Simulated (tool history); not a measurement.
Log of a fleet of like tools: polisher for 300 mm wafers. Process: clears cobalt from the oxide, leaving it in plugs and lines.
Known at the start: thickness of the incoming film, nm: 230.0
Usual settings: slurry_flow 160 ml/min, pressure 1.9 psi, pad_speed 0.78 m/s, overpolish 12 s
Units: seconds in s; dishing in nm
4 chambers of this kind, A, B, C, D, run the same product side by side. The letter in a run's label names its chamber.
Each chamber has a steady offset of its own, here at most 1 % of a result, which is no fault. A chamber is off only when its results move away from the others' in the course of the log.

run,hour,slurry_flow,pressure,pad_speed,overpolish,seconds,dishing
1B,5.1,160,1.9,0.78,12,54.764,33.445
2A,10.5,160,1.9,0.78,12,53.746,34.382
3D,16.3,160,1.9,0.78,12,54.707,34.476
4C,24.6,160,1.9,0.78,12,54.371,34.595
5B,31.7,160,1.9,0.78,12,55.395,35.077
# hour 38.0: chamber C: worn pad replaced by a new one
6D,38.1,160,1.9,0.78,12,54.334,35.203
# hour 43.4: chamber B: worn pad replaced by a new one
7A,45.1,205,1.9,0.78,12,53.742,36.096
8C,52.6,205,1.9,0.78,12,52.310,34.107
9D,58.9,205,1.9,0.78,12,53.377,35.323
# hour 60.4: chamber A: worn pad replaced by a new one
# hour 67.0: chamber D: worn pad replaced by a new one
10C,67.0,205,1.9,0.78,12,52.627,34.369
11A,72.7,160,1.9,0.78,12,53.887,34.297
12B,78.2,200,1.9,0.86,12,48.407,37.999
13A,85.2,200,1.9,0.86,12,48.712,38.219
14C,93.1,200,1.9,0.86,12,47.529,37.451
15D,100.0,200,1.9,0.86,12,47.520,37.512
16B,105.9,160,1.9,0.78,12,54.143,34.339
# hour 110.1: chamber B: worn pad replaced by a new one
17B,111.9,160,1.9,0.78,12,55.195,35.730
18D,117.2,160,1.9,0.78,12,55.999,33.771
# hour 118.6: chamber A: worn pad replaced by a new one
# hour 119.0: chamber C: worn pad replaced by a new one
19C,123.8,160,1.9,0.78,12,53.373,34.650
20A,128.8,160,1.9,1.06,17,39.668,47.622
21D,133.1,160,1.9,1.06,17,41.649,47.913
22A,139.5,160,1.9,1.06,17,40.550,49.339
# hour 142.6: chamber B: slurry nozzle cleaned
# hour 144.2: chamber D: worn pad replaced by a new one
23C,144.7,160,1.9,1.06,17,41.444,47.268
24B,149.4,160,1.9,0.78,12,54.802,34.558
25B,155.0,160,1.9,0.78,12,53.879,34.735
26C,162.3,160,1.9,0.78,12,55.654,34.016
27A,166.7,160,2.1,0.78,12,50.020,35.994
# hour 174.9: chamber A: worn pad replaced by a new one
28D,175.1,160,2.1,0.78,12,51.878,36.865
# hour 175.3: chamber B: worn pad replaced by a new one
29B,183.6,160,2.1,0.78,12,49.223,36.646
30C,188.9,160,2.1,0.78,12,49.321,36.477
31D,196.2,160,1.9,0.78,12,58.271,33.504
# hour 197.2: chamber C: worn pad replaced by a new one
32A,201.8,160,1.9,0.78,12,54.728,34.862
33D,208.3,160,1.9,1.00,14,45.375,42.951
# hour 210.8: chamber D: worn pad replaced by a new one
34C,213.0,160,1.9,1.00,14,42.193,43.325
35A,219.8,160,1.9,1.00,14,42.387,44.148
36B,226.8,160,1.9,1.00,14,42.459,45.393
37A,232.7,160,1.6,0.78,12,65.466,30.745
38D,236.5,160,1.6,0.78,12,70.687,30.025
# hour 237.4: chamber B: worn pad replaced by a new one
# hour 237.7: chamber A: worn pad replaced by a new one
39C,243.5,160,1.6,0.78,12,65.171,30.387
40B,252.0,160,1.6,0.78,12,64.607,31.369
41A,258.8,160,1.9,0.78,12,52.954,33.866

What goes on in this fleet: one chamber off, a drifting gauge, or nothing beyond the chambers' own small offsets? Name the chamber and the cause, if any.

Chamber D drifts away from the others.
Cause: slurry flow missing at the pad, % = 38.8.
The log may not tell that from: head's pressure below its setpoint, %.

Here are 4 candidates for chamber D's next run, each the usual settings with a change, their results left as question marks. Which one brings its results back in line with what the others give on the usual settings?
In line means no further than this from the other chambers' mean on the usual settings: seconds 3.000 s; dishing 2.800 nm
42D-1,264.9,165,2.1,0.86,12,?,?
42D-2,264.9,155,1.7,0.72,12,?,?
42D-3,264.9,160,1.8,0.74,12,?,?
42D-4,264.9,160,2.0,0.82,12,?,?

The other chambers' mean on the usual settings: seconds 54.915 s; dishing 34.573 nm
run,seconds,dishing
42D-1,49.053,37.199
42D-2,73.460,28.323
42D-3,66.965,30.269
42D-4,54.420,34.835
42D-4 brings the chamber back in line.
